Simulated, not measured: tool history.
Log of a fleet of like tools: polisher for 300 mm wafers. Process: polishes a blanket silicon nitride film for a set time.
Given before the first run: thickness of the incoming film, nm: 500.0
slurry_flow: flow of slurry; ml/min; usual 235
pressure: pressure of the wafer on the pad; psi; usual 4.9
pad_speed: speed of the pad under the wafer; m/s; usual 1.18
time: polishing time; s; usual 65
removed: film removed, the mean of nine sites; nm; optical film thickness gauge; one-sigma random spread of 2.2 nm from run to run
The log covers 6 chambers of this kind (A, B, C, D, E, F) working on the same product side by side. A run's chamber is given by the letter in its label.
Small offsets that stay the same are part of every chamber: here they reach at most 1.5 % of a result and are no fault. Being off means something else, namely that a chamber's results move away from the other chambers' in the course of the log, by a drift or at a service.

run	hour	slurry_flow	pressure	pad_speed	time	wafers polished on this pad	hours since the slurry nozzle was cleaned	hours since the head pressure was calibrated	removed
# hour 5.1: chamber C: worn pad replaced by a new one
# hour 5.5: chamber B: worn pad replaced by a new one
1E	6.4	235	4.9	1.18	65	1188	322.4	264.9	187.47
# hour 6.9: chamber E: worn pad replaced by a new one
2F	11.8	235	4.9	1.18	65	588	657.6	1102.2	187.99
# hour 14.6: chamber A: head pressure recalibrated
3D	17.1	235	4.9	1.18	65	390	340.2	305.0	186.57
4A	23.4	235	4.9	1.18	65	495	413.5	8.9	187.09
5B	27.1	235	6.5	1.18	58	252	210.5	38.6	222.23
6C	31.5	235	6.5	1.18	58	309	576.6	387.6	219.32
7E	38.9	235	6.5	1.18	58	374	354.9	297.4	225.43
# hour 42.0: chamber D: worn pad replaced by a new one
8B	43.4	235	6.5	1.18	58	443	226.8	54.9	226.52
# hour 44.8: chamber F: worn pad replaced by a new one
9C	48.7	235	6.5	1.18	58	510	593.8	404.8	225.01
10A	53.3	235	6.5	1.18	58	845	443.4	38.8	226.78
11D	60.7	235	4.9	1.18	65	218	383.8	348.6	187.54
12F	65.1	235	4.9	1.18	65	237	710.9	1155.5	189.55
13B	69.7	235	4.9	1.18	65	750	253.1	81.2	191.21
# hour 74.0: chamber C: worn pad replaced by a new one
14E	75.8	235	4.9	1.18	65	805	391.8	334.3	190.81
# hour 77.8: chamber A: worn pad replaced by a new one
15C	82.5	235	4.9	1.18	65	99	627.6	438.6	189.87
16A	87.6	235	4.9	1.18	65	115	477.7	73.1	186.95
17D	95.3	235	4.9	1.18	65	623	418.4	383.2	187.60
# hour 98.9: chamber D: worn pad replaced by a new one
18F	102.6	235	4.9	1.18	65	675	748.4	1193.0	190.25
# hour 105.5: chamber B: worn pad replaced by a new one
19A	110.8	235	4.9	1.18	65	385	500.9	96.3	187.75
20D	115.8	235	4.9	1.18	65	198	438.9	403.7	187.01
# hour 120.0: chamber B: slurry nozzle cleaned
21C	123.5	235	4.9	1.18	65	578	668.6	479.6	187.77
# hour 129.8: chamber E: worn pad replaced by a new one
22F	130.1	235	4.9	1.18	65	996	775.9	1220.5	190.92
23B	134.0	235	5.8	1.18	83	333	14.1	145.5	287.64
# hour 135.1: chamber C: head pressure recalibrated
24E	140.5	235	5.8	1.18	83	125	456.5	399.0	289.66
# hour 141.3: chamber F: worn pad replaced by a new one
25B	148.6	235	5.8	1.18	83	504	28.7	160.1	287.11
# hour 152.0: chamber C: worn pad replaced by a new one
26D	152.2	235	5.8	1.18	83	623	475.3	440.1	286.68
# hour 154.0: chamber D: worn pad replaced by a new one
27F	159.1	235	5.8	1.18	83	207	804.9	1249.5	284.86
28A	163.4	235	5.8	1.18	83	1000	553.5	148.9	284.13
29C	170.4	235	4.9	1.18	65	215	715.5	35.3	188.46
# hour 173.8: chamber A: worn pad replaced by a new one
30E	177.9	235	4.9	1.18	65	562	493.9	436.4	185.98
31C	185.6	190	4.9	1.18	52	393	730.7	50.5	147.22
32F	191.6	190	4.9	1.18	52	587	837.4	1282.0	145.33
33E	195.3	190	4.9	1.18	52	765	511.3	453.8	147.37
# hour 196.9: chamber D: slurry nozzle cleaned
# hour 200.0: chamber B: worn pad replaced by a new one
34D	201.5	190	4.9	1.18	52	555	4.6	489.4	148.95
35B	206.5	190	4.9	1.18	52	76	86.6	218.0	148.27
36A	210.1	190	4.9	1.18	52	424	600.2	195.6	147.58
37B	216.3	235	4.9	1.18	65	190	96.4	227.8	192.49
38A	222.3	295	4.9	0.84	65	567	612.4	207.8	147.73

One chamber off, gauge drift, or nothing amiss beyond the chambers' own small offsets? If it is a chamber, which one, and what is the likeliest cause?

No chamber stands off beyond its own small offset, and the gauge holds steady.
